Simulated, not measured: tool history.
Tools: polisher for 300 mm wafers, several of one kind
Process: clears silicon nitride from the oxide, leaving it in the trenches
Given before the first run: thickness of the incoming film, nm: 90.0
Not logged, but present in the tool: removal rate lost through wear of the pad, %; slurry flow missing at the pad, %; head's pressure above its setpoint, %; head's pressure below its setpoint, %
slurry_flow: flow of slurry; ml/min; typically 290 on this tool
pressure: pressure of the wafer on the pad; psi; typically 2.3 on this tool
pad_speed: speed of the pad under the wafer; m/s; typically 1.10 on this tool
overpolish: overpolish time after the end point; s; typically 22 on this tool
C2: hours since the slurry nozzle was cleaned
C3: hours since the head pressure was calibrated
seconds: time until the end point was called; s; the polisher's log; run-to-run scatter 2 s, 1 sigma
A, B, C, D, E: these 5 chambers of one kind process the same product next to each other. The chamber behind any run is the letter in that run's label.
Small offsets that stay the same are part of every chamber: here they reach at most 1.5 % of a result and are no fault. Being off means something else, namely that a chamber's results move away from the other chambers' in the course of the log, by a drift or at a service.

Run 1C, hour 5.1: usual settings; wafers polished on this pad 1040; C2 65.4; C3 97.8. Result: seconds 120.220 s.
Run 2A, hour 13.8: usual settings; wafers polished on this pad 1356; C2 26.6; C3 123.7. Result: seconds 118.860 s.
Run 3D, hour 20.3: usual settings; wafers polished on this pad 630; C2 239.0; C3 913.4. Result: seconds 115.150 s.
At hour 20.6: chamber E: worn pad replaced by a new one.
At hour 20.8: chamber A: worn pad replaced by a new one.
Run 4B, hour 26.1: usual settings; wafers polished on this pad 320; C2 540.4; C3 413.7. Result: seconds 117.340 s.
Run 5E, hour 36.7: usual settings; wafers polished on this pad 135; C2 149.3; C3 769.9. Result: seconds 119.000 s.
At hour 40.2: chamber C: worn pad replaced by a new one.
Run 6C, hour 43.0: usual settings; wafers polished on this pad 23; C2 103.3; C3 135.7. Result: seconds 114.840 s.
Run 7D, hour 49.3: usual settings; wafers polished on this pad 873; C2 268.0; C3 942.4. Result: seconds 118.630 s.
Run 8A, hour 60.3: usual settings; wafers polished on this pad 330; C2 73.1; C3 170.2. Result: seconds 116.260 s.
Run 9B, hour 68.2: usual settings; wafers polished on this pad 672; C2 582.5; C3 455.8. Result: seconds 118.990 s.
At hour 69.7: chamber D: worn pad replaced by a new one.
Run 10E, hour 77.5: usual settings; wafers polished on this pad 476; C2 190.1; C3 810.7. Result: seconds 116.880 s.
Run 11B, hour 84.1: usual settings but slurry_flow 260 ml/min, overpolish 33 s; wafers polished on this pad 805; C2 598.4; C3 471.7. Result: seconds 121.540 s.
Run 12C, hour 90.9: usual settings but slurry_flow 260 ml/min, overpolish 33 s; wafers polished on this pad 423; C2 151.2; C3 183.6. Result: seconds 121.220 s.
Run 13D, hour 96.1: usual settings but slurry_flow 260 ml/min, overpolish 33 s; wafers polished on this pad 221; C2 314.8; C3 989.2. Result: seconds 113.050 s.
At hour 97.6: chamber E: worn pad replaced by a new one.
Run 14E, hour 106.9: usual settings but slurry_flow 260 ml/min, overpolish 33 s; wafers polished on this pad 77; C2 219.5; C3 840.1. Result: seconds 118.840 s.
Run 15A, hour 113.7: usual settings but slurry_flow 260 ml/min, overpolish 33 s; wafers polished on this pad 776; C2 126.5; C3 223.6. Result: seconds 119.030 s.
Run 16A, hour 121.4: usual settings but slurry_flow 365 ml/min, overpolish 34 s; wafers polished on this pad 841; C2 134.2; C3 231.3. Result: seconds 115.380 s.
Run 17D, hour 130.4: usual settings but slurry_flow 365 ml/min, overpolish 34 s; wafers polished on this pad 507; C2 349.1; C3 1023.5. Result: seconds 115.460 s.
Run 18B, hour 136.9: usual settings but slurry_flow 365 ml/min, overpolish 34 s; wafers polished on this pad 1246; C2 651.2; C3 524.5. Result: seconds 117.690 s.
Run 19C, hour 143.3: usual settings but slurry_flow 365 ml/min, overpolish 34 s; wafers polished on this pad 861; C2 203.6; C3 236.0. Result: seconds 114.860 s.
Run 20E, hour 154.0: usual settings but slurry_flow 365 ml/min, overpolish 34 s; wafers polished on this pad 471; C2 266.6; C3 887.2. Result: seconds 114.820 s.
Run 21C, hour 163.6: usual settings; wafers polished on this pad 1031; C2 223.9; C3 256.3. Result: seconds 115.790 s.
At hour 167.6: chamber B: worn pad replaced by a new one.
Run 22E, hour 169.0: usual settings; wafers polished on this pad 596; C2 281.6; C3 902.2. Result: seconds 117.480 s.
At hour 173.0: chamber E: worn pad replaced by a new one.
Run 23B, hour 177.0: usual settings; wafers polished on this pad 79; C2 691.3; C3 564.6. Result: seconds 117.960 s.
Run 24A, hour 183.3: usual settings but slurry_flow 370 ml/min; wafers polished on this pad 1358; C2 196.1; C3 293.2. Result: seconds 114.010 s.
At hour 183.9: chamber A: worn pad replaced by a new one.
At hour 184.2: chamber B: slurry nozzle cleaned.
Run 25D, hour 192.4: usual settings but slurry_flow 370 ml/min; wafers polished on this pad 1025; C2 411.1; C3 1085.5. Result: seconds 114.560 s.
At hour 193.5: chamber D: worn pad replaced by a new one.
Run 26A, hour 198.3: usual settings but slurry_flow 370 ml/min; wafers polished on this pad 120; C2 211.1; C3 308.2. Result: seconds 111.540 s.
Run 27D, hour 204.4: usual settings but slurry_flow 370 ml/min; wafers polished on this pad 91; C2 423.1; C3 1097.5. Result: seconds 114.860 s.
Run 28B, hour 211.1: usual settings but slurry_flow 370 ml/min; wafers polished on this pad 364; C2 27.0; C3 598.7. Result: seconds 115.850 s.
Run 29C, hour 216.6: usual settings but pad_speed 0.82 m/s; wafers polished on this pad 1474; C2 276.9; C3 309.3. Result: seconds 154.190 s.
Run 30E, hour 224.2: usual settings but pad_speed 0.82 m/s; wafers polished on this pad 428; C2 336.8; C3 957.4. Result: seconds 154.520 s.
At hour 224.6: chamber C: worn pad replaced by a new one.
Run 31B, hour 235.2: usual settings but pad_speed 0.82 m/s; wafers polished on this pad 565; C2 51.1; C3 622.8. Result: seconds 158.500 s.
At hour 237.3: chamber E: head pressure recalibrated.
At hour 237.3: chamber A: slurry nozzle cleaned.
Run 32E, hour 241.2: usual settings but pad_speed 0.82 m/s; wafers polished on this pad 570; C2 353.8; C3 4.0. Result: seconds 154.270 s.
Run 33A, hour 249.8: usual settings but pad_speed 0.82 m/s; wafers polished on this pad 550; C2 12.6; C3 359.7. Result: seconds 152.580 s.
Run 34D, hour 257.4: usual settings; wafers polished on this pad 534; C2 476.1; C3 1150.5. Result: seconds 121.580 s.
Run 35C, hour 266.8: usual settings; wafers polished on this pad 353; C2 327.1; C3 359.5. Result: seconds 116.050 s.
Run 36C, hour 276.0: usual settings; wafers polished on this pad 430; C2 336.3; C3 368.7. Result: seconds 114.380 s.

Next, all 5 chambers run the settings below, one line each with question marks for the results. What does each chamber give?
Run 37A, hour 284.1: usual settings but pressure 3.0 psi. Result: seconds ?.
Run 37B, hour 284.1: usual settings but pressure 3.0 psi. Result: seconds ?.
Run 37C, hour 284.1: usual settings but pressure 3.0 psi. Result: seconds ?.
Run 37D, hour 284.1: usual settings but pressure 3.0 psi. Result: seconds ?.
Run 37E, hour 284.1: usual settings but pressure 3.0 psi. Result: seconds ?.

run  seconds
37A   90.020
37B   88.249
37C   91.180
37D   89.243
37E   90.605

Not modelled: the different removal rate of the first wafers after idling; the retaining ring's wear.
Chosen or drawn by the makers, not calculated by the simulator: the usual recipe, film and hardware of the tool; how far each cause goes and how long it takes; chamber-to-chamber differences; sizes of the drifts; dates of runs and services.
